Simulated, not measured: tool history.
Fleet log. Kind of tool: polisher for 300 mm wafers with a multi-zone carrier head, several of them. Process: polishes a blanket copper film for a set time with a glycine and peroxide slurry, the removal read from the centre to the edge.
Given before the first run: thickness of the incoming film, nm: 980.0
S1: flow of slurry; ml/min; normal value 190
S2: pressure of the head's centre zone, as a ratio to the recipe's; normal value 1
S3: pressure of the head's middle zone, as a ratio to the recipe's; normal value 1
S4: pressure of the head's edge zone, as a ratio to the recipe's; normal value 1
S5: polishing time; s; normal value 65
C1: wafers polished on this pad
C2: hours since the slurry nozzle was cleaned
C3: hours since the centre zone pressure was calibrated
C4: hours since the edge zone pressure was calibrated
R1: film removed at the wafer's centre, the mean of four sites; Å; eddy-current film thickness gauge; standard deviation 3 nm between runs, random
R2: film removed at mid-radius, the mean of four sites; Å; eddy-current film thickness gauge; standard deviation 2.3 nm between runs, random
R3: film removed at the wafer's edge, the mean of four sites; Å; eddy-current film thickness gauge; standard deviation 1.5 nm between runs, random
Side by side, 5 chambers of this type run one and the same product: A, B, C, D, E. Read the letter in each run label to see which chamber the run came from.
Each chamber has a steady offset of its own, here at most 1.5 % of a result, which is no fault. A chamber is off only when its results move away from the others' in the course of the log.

run	hour	S1	S2	S3	S4	S5	C1	C2	C3	C4	R1	R2	R3
1E	11.2	190	1	1	1	65	969	391.5	370.4	158.5	2219.7	2217.1	2213.6
# hour 20: chamber A: slurry nozzle cleaned
2D	22.5	190	1	1	1	65	1308	75.6	1150.6	413.2	2266.5	2256.6	2291.8
3B	35.1	190	1	1	1	65	443	414.2	430.1	208.6	2261.9	2250.9	2294.9
# hour 40.2: chamber C: worn pad replaced by a new one
# hour 41: chamber D: worn pad replaced by a new one
# hour 42.3: chamber E: worn pad replaced by a new one
4C	45.9	190	1	1	1	65	50	148.1	304.1	430.6	2330.9	2265.2	2284.9
# hour 53.9: chamber A: worn pad replaced by a new one
5A	56	190	1	1	1	65	18	36	695.2	416.8	2285.8	2242.7	2242.3
6C	65.7	190	1	1	1	65	221	167.9	323.9	450.4	2309	2234.1	2281.1
# hour 70.9: chamber D: centre zone pressure recalibrated
7D	73.3	190	1	1	1	65	280	126.4	2.4	464	2189.1	2265.8	2280.7
8E	83.1	190	1	1	1	65	354	463.4	442.3	230.4	2178	2207.9	2210.8
9B	95.6	190	1	1	1	65	967	474.7	490.6	269.1	2178.4	2239.8	2265.1
10A	102.1	190	1	1	1	65	418	82.1	741.3	462.9	2225.9	2265.1	2237.1
11E	112.5	230	1	1	0.89	65	609	492.8	471.7	259.8	2224.9	2316.8	2126.1
12B	123.7	230	1	1	0.89	65	1211	502.8	518.7	297.2	2323.3	2291.5	2195.1
13C	130.4	230	1	1	0.89	65	782	232.6	388.6	515.1	2344.8	2333	2189.8
# hour 132.7: chamber A: centre zone pressure recalibrated
# hour 138.4: chamber B: worn pad replaced by a new one
14D	141.5	230	1	1	0.89	65	871	194.6	70.6	532.2	2382	2296.8	2183.7
15A	149.5	230	1	1	0.89	65	829	129.5	16.8	510.3	2384.3	2355	2161.8
# hour 149.7: chamber C: worn pad replaced by a new one
16D	159.9	190	1	1	1	65	1031	213	89	550.6	2261	2196.5	2250.9
# hour 166.3: chamber A: worn pad replaced by a new one
17E	168.2	190	1	1	1	65	1092	548.5	527.4	315.5	2089.9	2223.7	2243.1
18B	174.4	190	1	1	1	65	312	553.5	569.4	347.9	2284.5	2295.4	2315.6
# hour 177.9: chamber A: edge zone pressure recalibrated
19A	184.7	160	1	1	1	65	159	164.7	52	6.9	2223.5	2194.2	2201.5
# hour 185.5: chamber E: worn pad replaced by a new one
20C	190.4	160	1	1	1	65	353	292.6	448.6	575.1	2202.4	2207.8	2218.8
21D	197.7	160	1	1	1	65	1359	250.8	126.8	588.4	2237.8	2191.7	2254.3
# hour 199.5: chamber D: worn pad replaced by a new one
22A	206.1	160	1	1	1	65	345	186.1	73.4	28.3	2200.1	2216	2175.4
23B	217.2	160	1	1	1	65	683	596.3	612.2	390.7	2174.7	2185.2	2248.8
# hour 221.7: chamber D: slurry nozzle cleaned
24C	227.2	190	1	1	1	65	672	329.4	485.4	611.9	2252.4	2242.6	2262.9
# hour 231: chamber B: centre zone pressure recalibrated
25E	234	190	1	1	1	65	421	614.3	593.2	381.3	2060.5	2226.4	2226.8
26D	241.9	190	1	1	1	65	368	20.3	171	632.6	2228.5	2247.6	2275.8
27B	249.7	190	1	1	1	65	965	628.8	18.8	423.2	2227.7	2222.7	2296.5
28A	262.4	190	1	1	1	65	833	242.4	129.7	84.6	2297.5	2309.2	2234.6
29C	269.8	190	1	1	1	65	1042	372	528	654.5	2248.2	2231.5	2251.6
# hour 274.7: chamber B: slurry nozzle cleaned
30E	279	190	1	1	1	65	811	659.3	638.2	426.3	1969.3	2216.3	2205.1
# hour 281.6: chamber B: worn pad replaced by a new one
31B	290.5	190	0.94	1.11	1	65	77	15.9	59.6	464	2096.9	2446.6	2282

Is one chamber out of step, is the gauge drifting, or do the chambers differ by no more than their own small offsets? For an off chamber, give its letter and the likeliest cause.

One chamber, E, drifts off from the rest bit by bit.
What lies behind it: centre zone's pressure below its setpoint, % = 12.

Below are 4 candidate recipes for chamber E's next run, each the usual settings with a change, their results shown as question marks. Which of them brings E's results back in line with what the other chambers give on the usual settings?
In line means no further than this from the other chambers' mean on the usual settings: R1 110 Å; R2 80 Å; R3 51 Å
32E-1	299.6	185	0.96	1.01	1.01	64					?	?	?
32E-2	299.6	195	1.04	0.99	0.99	66					?	?	?
32E-3	299.6	200	1.11	0.97	0.97	68					?	?	?
32E-4	299.6	185	0.9	1.03	1.03	63					?	?	?

Average result of the remaining chambers running the usual settings: R1 2262.5 Å; R2 2258.9 Å; R3 2272.3 Å
run	R1	R2	R3
32E-1	1818.8	2179.7	2168.2
32E-2	2065.3	2224.1	2226.1
32E-3	2293.1	2256.9	2275.9
32E-4	1667.9	2185.1	2156.3
The answer is 32E-3, which returns the chamber to within the allowed miss of the others.
